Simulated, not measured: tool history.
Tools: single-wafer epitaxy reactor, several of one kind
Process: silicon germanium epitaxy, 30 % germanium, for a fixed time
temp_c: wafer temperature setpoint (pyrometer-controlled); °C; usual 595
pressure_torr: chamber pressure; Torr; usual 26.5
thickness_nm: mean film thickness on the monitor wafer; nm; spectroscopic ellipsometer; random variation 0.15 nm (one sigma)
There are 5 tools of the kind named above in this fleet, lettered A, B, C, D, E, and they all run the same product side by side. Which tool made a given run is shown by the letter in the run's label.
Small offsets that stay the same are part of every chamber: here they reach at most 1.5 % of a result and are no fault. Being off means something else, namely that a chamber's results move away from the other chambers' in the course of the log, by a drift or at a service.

run   hour  temp_c  pressure_torr  read-back reference wafer on the same gauge, thickness_nm  thickness_nm
 1D   12.8     595           26.5                                                     53.411        60.538
 2B   22.5     595           26.5                                                     53.407        59.719
 3A   32.5     595           26.5                                                     53.391          60.8
 4C   45.4     595           26.5                                                     53.376        60.771
 5E   55.8     595           26.5                                                     53.403        60.018
 6E   61.7     595           26.5                                                     53.384         60.16
 7B   72.7     595           26.5                                                      53.38        59.471
 8C   79.5     595           26.5                                                      53.38        60.671
 9D     89     595           26.5                                                     53.372         60.51
10A  102.4     595           26.5                                                     53.388        60.759
11E  111.8     595           26.5                                                     53.381        60.117
12A  122.7     595           26.5                                                      53.38        60.654
13B  133.5     595           26.5                                                     53.377        59.297
14D  145.7     595           26.5                                                      53.39        60.396
15C  153.7     595           26.5                                                     53.416        60.502
16A  162.7     595           26.5                                                     53.389        60.646
17D  168.6     586           22.2                                                     53.387         47.76
18E  179.6     586           22.2                                                     53.399         47.31
19C  186.7     586           22.2                                                     53.439        48.018
20B  198.3     586           22.2                                                     53.371        46.614
21D  208.4     586           22.2                                                     53.421        47.828
22A  216.1     595           26.5                                                     53.424        60.432
23E    223     595           26.5                                                     53.393        60.116
24C    234     595           26.5                                                     53.431        60.736
     237.2  -- chamber A: capacitance manometer re-zeroed and calibrated
25B  246.3     595           26.5                                                     53.401        58.872
     252.6  -- chamber B: capacitance manometer re-zeroed and calibrated
26A  258.6     595           26.5                                                     53.407        60.591
27B  271.2     595           26.5                                                     53.428        58.903
     272.5  -- chamber C: pyrometer calibrated
28D  278.3     595           26.5                                                     53.417        60.393
29C  288.1     595           26.5                                                     53.419        60.636
30E  294.1     595           26.5                                                     53.371        60.108
31E  305.4     595           26.5                                                     53.445        59.881
32C  313.2     595           26.5                                                     53.356        60.852
33D  324.9     595           26.5                                                     53.388        60.068
34A  331.5     595           26.5                                                     53.388        60.445
35B  343.6     595           26.5                                                     53.397        58.566
36B  351.3     595           26.5                                                     53.393        58.443
37C  358.2     585           26.5                                                     53.383        50.376
38A  367.9     585           26.5                                                     53.416        50.329

Each of the 5 chambers runs these same settings next. Fill in every chamber's results:
39A  377.6     603           26.5                                                                        ?
39B  377.6     603           26.5                                                                        ?
39C  377.6     603           26.5                                                                        ?
39D  377.6     603           26.5                                                                        ?
39E  377.6     603           26.5                                                                        ?

run  thickness_nm
39A        69.841
39B        67.697
39C         69.94
39D        69.725
39E        69.743

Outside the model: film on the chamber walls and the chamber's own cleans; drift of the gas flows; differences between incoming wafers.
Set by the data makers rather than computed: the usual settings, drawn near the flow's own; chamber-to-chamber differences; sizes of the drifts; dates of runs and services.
